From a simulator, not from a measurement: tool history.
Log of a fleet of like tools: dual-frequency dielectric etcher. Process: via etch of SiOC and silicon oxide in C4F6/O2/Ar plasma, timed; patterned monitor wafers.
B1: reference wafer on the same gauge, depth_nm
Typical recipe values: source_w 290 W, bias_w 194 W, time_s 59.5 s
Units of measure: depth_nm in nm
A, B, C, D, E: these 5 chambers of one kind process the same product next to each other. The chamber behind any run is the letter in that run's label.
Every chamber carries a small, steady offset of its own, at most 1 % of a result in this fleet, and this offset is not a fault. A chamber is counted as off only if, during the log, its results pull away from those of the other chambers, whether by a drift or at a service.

{"run": "1C", "hour": 5.4, "source_w": 290, "bias_w": 194, "time_s": 59.5, "B1": 57.275, "depth_nm": 61.22}
{"run": "2E", "hour": 9.8, "source_w": 290, "bias_w": 194, "time_s": 59.5, "B1": 57.299, "depth_nm": 60.527}
{"run": "3D", "hour": 12.8, "source_w": 290, "bias_w": 194, "time_s": 59.5, "B1": 57.35, "depth_nm": 61.361}
{"run": "4A", "hour": 18.3, "source_w": 290, "bias_w": 194, "time_s": 59.5, "B1": 57.325, "depth_nm": 60.431}
{"run": "5B", "hour": 23.4, "source_w": 290, "bias_w": 194, "time_s": 59.5, "B1": 57.287, "depth_nm": 61.17}
{"run": "6D", "hour": 28.7, "source_w": 290, "bias_w": 194, "time_s": 59.5, "B1": 57.285, "depth_nm": 61.259}
{"run": "7A", "hour": 34.6, "source_w": 290, "bias_w": 194, "time_s": 59.5, "B1": 57.299, "depth_nm": 61.19}
{"run": "8E", "hour": 38.9, "source_w": 250, "bias_w": 194, "time_s": 47.0, "B1": 57.292, "depth_nm": 44.811}
{"run": "9C", "hour": 44.0, "source_w": 250, "bias_w": 194, "time_s": 47.0, "B1": 57.28, "depth_nm": 45.164}
{"run": "10B", "hour": 49.4, "source_w": 250, "bias_w": 194, "time_s": 47.0, "B1": 57.319, "depth_nm": 45.66}
{"run": "11B", "hour": 55.1, "source_w": 250, "bias_w": 194, "time_s": 47.0, "B1": 57.286, "depth_nm": 45.691}
{"run": "12D", "hour": 58.5, "source_w": 250, "bias_w": 194, "time_s": 47.0, "B1": 57.311, "depth_nm": 45.78}
{"run": "13C", "hour": 62.5, "source_w": 290, "bias_w": 194, "time_s": 59.5, "B1": 57.319, "depth_nm": 60.739}
{"run": "14E", "hour": 67.9, "source_w": 290, "bias_w": 194, "time_s": 59.5, "B1": 57.308, "depth_nm": 60.638}
{"run": "15A", "hour": 73.2, "source_w": 290, "bias_w": 194, "time_s": 59.5, "B1": 57.287, "depth_nm": 60.477}
{"run": "16D", "hour": 75.8, "source_w": 290, "bias_w": 194, "time_s": 59.5, "B1": 57.304, "depth_nm": 61.096}
{"run": "17C", "hour": 78.6, "source_w": 290, "bias_w": 194, "time_s": 59.5, "B1": 57.248, "depth_nm": 60.683}
{"run": "18B", "hour": 82.2, "source_w": 290, "bias_w": 194, "time_s": 59.5, "B1": 57.301, "depth_nm": 61.128}
{"run": "19A", "hour": 88.1, "source_w": 290, "bias_w": 194, "time_s": 59.5, "B1": 57.316, "depth_nm": 60.645}
{"run": "20E", "hour": 92.3, "source_w": 290, "bias_w": 194, "time_s": 59.5, "B1": 57.296, "depth_nm": 60.478}
{"run": "21E", "hour": 95.0, "source_w": 290, "bias_w": 194, "time_s": 59.5, "B1": 57.29, "depth_nm": 60.387}
{"hour": 97.2, "done": "chamber C: wet clean of the chamber"}
{"run": "22B", "hour": 97.7, "source_w": 290, "bias_w": 194, "time_s": 52.5, "B1": 57.297, "depth_nm": 54.028}
{"run": "23C", "hour": 101.1, "source_w": 290, "bias_w": 194, "time_s": 52.5, "B1": 57.325, "depth_nm": 53.291}
{"run": "24D", "hour": 103.9, "source_w": 290, "bias_w": 194, "time_s": 52.5, "B1": 57.254, "depth_nm": 53.899}
{"run": "25A", "hour": 108.4, "source_w": 290, "bias_w": 194, "time_s": 52.5, "B1": 57.307, "depth_nm": 53.533}
{"run": "26A", "hour": 112.2, "source_w": 290, "bias_w": 194, "time_s": 52.5, "B1": 57.277, "depth_nm": 53.131}
{"run": "27E", "hour": 115.5, "source_w": 290, "bias_w": 194, "time_s": 59.5, "B1": 57.339, "depth_nm": 60.299}
{"run": "28C", "hour": 119.8, "source_w": 290, "bias_w": 194, "time_s": 59.5, "B1": 57.296, "depth_nm": 60.84}
{"run": "29B", "hour": 123.7, "source_w": 290, "bias_w": 194, "time_s": 59.5, "B1": 57.267, "depth_nm": 60.826}
{"run": "30D", "hour": 128.8, "source_w": 290, "bias_w": 194, "time_s": 59.5, "B1": 57.33, "depth_nm": 60.883}
{"run": "31D", "hour": 131.4, "source_w": 290, "bias_w": 194, "time_s": 59.5, "B1": 57.28, "depth_nm": 61.266}
{"run": "32E", "hour": 137.3, "source_w": 290, "bias_w": 194, "time_s": 59.5, "B1": 57.336, "depth_nm": 60.488}
{"run": "33B", "hour": 142.2, "source_w": 290, "bias_w": 194, "time_s": 44.5, "B1": 57.297, "depth_nm": 45.718}
{"run": "34A", "hour": 145.2, "source_w": 290, "bias_w": 194, "time_s": 44.5, "B1": 57.26, "depth_nm": 45.552}
{"run": "35C", "hour": 149.7, "source_w": 290, "bias_w": 194, "time_s": 44.5, "B1": 57.297, "depth_nm": 45.671}
{"run": "36A", "hour": 155.0, "source_w": 290, "bias_w": 194, "time_s": 44.5, "B1": 57.321, "depth_nm": 45.43}

Next, every chamber runs the same settings. What will each give?
{"run": "37A", "hour": 159.2, "source_w": 290, "bias_w": 194, "time_s": 59.5, "depth_nm": "?"}
{"run": "37B", "hour": 159.2, "source_w": 290, "bias_w": 194, "time_s": 59.5, "depth_nm": "?"}
{"run": "37C", "hour": 159.2, "source_w": 290, "bias_w": 194, "time_s": 59.5, "depth_nm": "?"}
{"run": "37D", "hour": 159.2, "source_w": 290, "bias_w": 194, "time_s": 59.5, "depth_nm": "?"}
{"run": "37E", "hour": 159.2, "source_w": 290, "bias_w": 194, "time_s": 59.5, "depth_nm": "?"}

run=37A depth_nm=60.833
run=37B depth_nm=60.920
run=37C depth_nm=60.576
run=37D depth_nm=61.013
run=37E depth_nm=60.487
